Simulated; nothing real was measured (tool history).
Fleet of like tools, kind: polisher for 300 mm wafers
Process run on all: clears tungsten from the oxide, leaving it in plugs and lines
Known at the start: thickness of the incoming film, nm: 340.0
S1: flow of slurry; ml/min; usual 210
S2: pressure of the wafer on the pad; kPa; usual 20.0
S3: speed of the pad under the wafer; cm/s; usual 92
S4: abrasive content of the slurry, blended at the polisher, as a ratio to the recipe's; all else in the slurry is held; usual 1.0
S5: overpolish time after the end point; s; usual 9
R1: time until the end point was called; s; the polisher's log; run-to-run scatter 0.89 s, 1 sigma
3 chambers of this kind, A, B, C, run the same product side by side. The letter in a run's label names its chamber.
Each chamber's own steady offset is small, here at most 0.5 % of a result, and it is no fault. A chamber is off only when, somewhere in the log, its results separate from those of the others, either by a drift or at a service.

Run 1A, hour 5.3: usual settings. Result: R1 111.580 s.
At hour 5.8: chamber B: slurry tank refilled with fresh slurry and peroxide.
Run 2B, hour 11.7: usual settings. Result: R1 109.490 s.
Run 3C, hour 18.7: usual settings. Result: R1 110.320 s.
Run 4B, hour 23.7: usual settings. Result: R1 110.040 s.
At hour 26.0: chamber A: worn pad replaced by a new one.
Run 5A, hour 29.4: usual settings but S2 15.9 kPa. Result: R1 138.610 s.
At hour 30.0: chamber A: slurry tank refilled with fresh slurry and peroxide.
At hour 34.5: chamber B: head pressure recalibrated.
Run 6C, hour 34.8: usual settings but S2 15.9 kPa. Result: R1 140.070 s.
Run 7A, hour 38.7: usual settings but S2 15.9 kPa. Result: R1 138.850 s.
Run 8B, hour 45.0: usual settings. Result: R1 111.410 s.
At hour 52.2: chamber B: worn pad replaced by a new one.
Run 9C, hour 52.6: usual settings. Result: R1 109.360 s.
At hour 54.7: chamber C: worn pad replaced by a new one.
Run 10C, hour 59.8: usual settings but S3 120 cm/s, S5 11 s. Result: R1 83.071 s.
Run 11A, hour 64.3: usual settings but S3 120 cm/s, S5 11 s. Result: R1 86.292 s.
At hour 67.4: chamber B: slurry blender recalibrated.
Run 12B, hour 67.9: usual settings but S3 120 cm/s, S5 11 s. Result: R1 85.272 s.
Run 13B, hour 75.3: usual settings. Result: R1 110.740 s.
Run 14C, hour 79.5: usual settings. Result: R1 109.090 s.
Run 15A, hour 85.4: usual settings. Result: R1 112.470 s.
Run 16B, hour 91.5: usual settings. Result: R1 110.150 s.
At hour 94.7: chamber C: slurry blender recalibrated.
Run 17A, hour 98.2: usual settings. Result: R1 114.780 s.
Run 18C, hour 101.6: usual settings. Result: R1 109.960 s.
At hour 103.8: chamber A: slurry tank refilled with fresh slurry and peroxide.
Run 19A, hour 107.4: usual settings. Result: R1 114.410 s.
Run 20C, hour 110.8: usual settings but S3 110 cm/s, S4 0.8. Result: R1 95.602 s.
At hour 111.1: chamber C: slurry tank refilled with fresh slurry and peroxide.
At hour 111.8: chamber B: worn pad replaced by a new one.
Run 21B, hour 118.0: usual settings but S3 110 cm/s, S4 0.8. Result: R1 97.639 s.
At hour 120.7: chamber B: slurry tank refilled with fresh slurry and peroxide.
At hour 122.0: chamber C: slurry nozzle cleaned.
Run 22C, hour 124.4: usual settings but S3 110 cm/s, S4 0.8. Result: R1 96.405 s.
Run 23A, hour 131.7: usual settings. Result: R1 115.200 s.
At hour 135.9: chamber A: head pressure recalibrated.
At hour 136.3: chamber A: worn pad replaced by a new one.
Run 24B, hour 136.4: usual settings. Result: R1 109.570 s.
At hour 138.4: chamber B: slurry nozzle cleaned.
Run 25A, hour 144.1: usual settings but S2 17.9 kPa, S3 80 cm/s. Result: R1 148.530 s.
Run 26C, hour 149.1: usual settings but S2 17.9 kPa, S3 80 cm/s. Result: R1 139.460 s.
Run 27B, hour 152.5: usual settings but S2 17.9 kPa, S3 80 cm/s. Result: R1 140.930 s.
Run 28C, hour 156.5: usual settings but S4 0.8, S5 5 s. Result: R1 115.420 s.
Run 29A, hour 161.4: usual settings but S4 0.8, S5 5 s. Result: R1 122.130 s.
At hour 162.4: chamber B: worn pad replaced by a new one.
Run 30B, hour 165.9: usual settings but S4 0.8, S5 5 s. Result: R1 115.410 s.
Run 31B, hour 170.1: usual settings. Result: R1 109.270 s.
At hour 172.0: chamber A: slurry tank refilled with fresh slurry and peroxide.
Run 32A, hour 177.0: usual settings. Result: R1 118.470 s.
Run 33C, hour 182.3: usual settings. Result: R1 108.970 s.
At hour 183.9: chamber B: slurry blender recalibrated.
Run 34C, hour 187.6: usual settings. Result: R1 109.370 s.
Run 35B, hour 192.5: usual settings. Result: R1 109.510 s.
Run 36A, hour 198.8: usual settings. Result: R1 116.190 s.

Next, all 3 chambers run the settings below, one line each with question marks for the results. What does each chamber give?
Run 37A, hour 204.3: usual settings but S3 110 cm/s. Result: R1 ?.
Run 37B, hour 204.3: usual settings but S3 110 cm/s. Result: R1 ?.
Run 37C, hour 204.3: usual settings but S3 110 cm/s. Result: R1 ?.

run      R1
37A  99.494
37B  90.571
37C  92.116
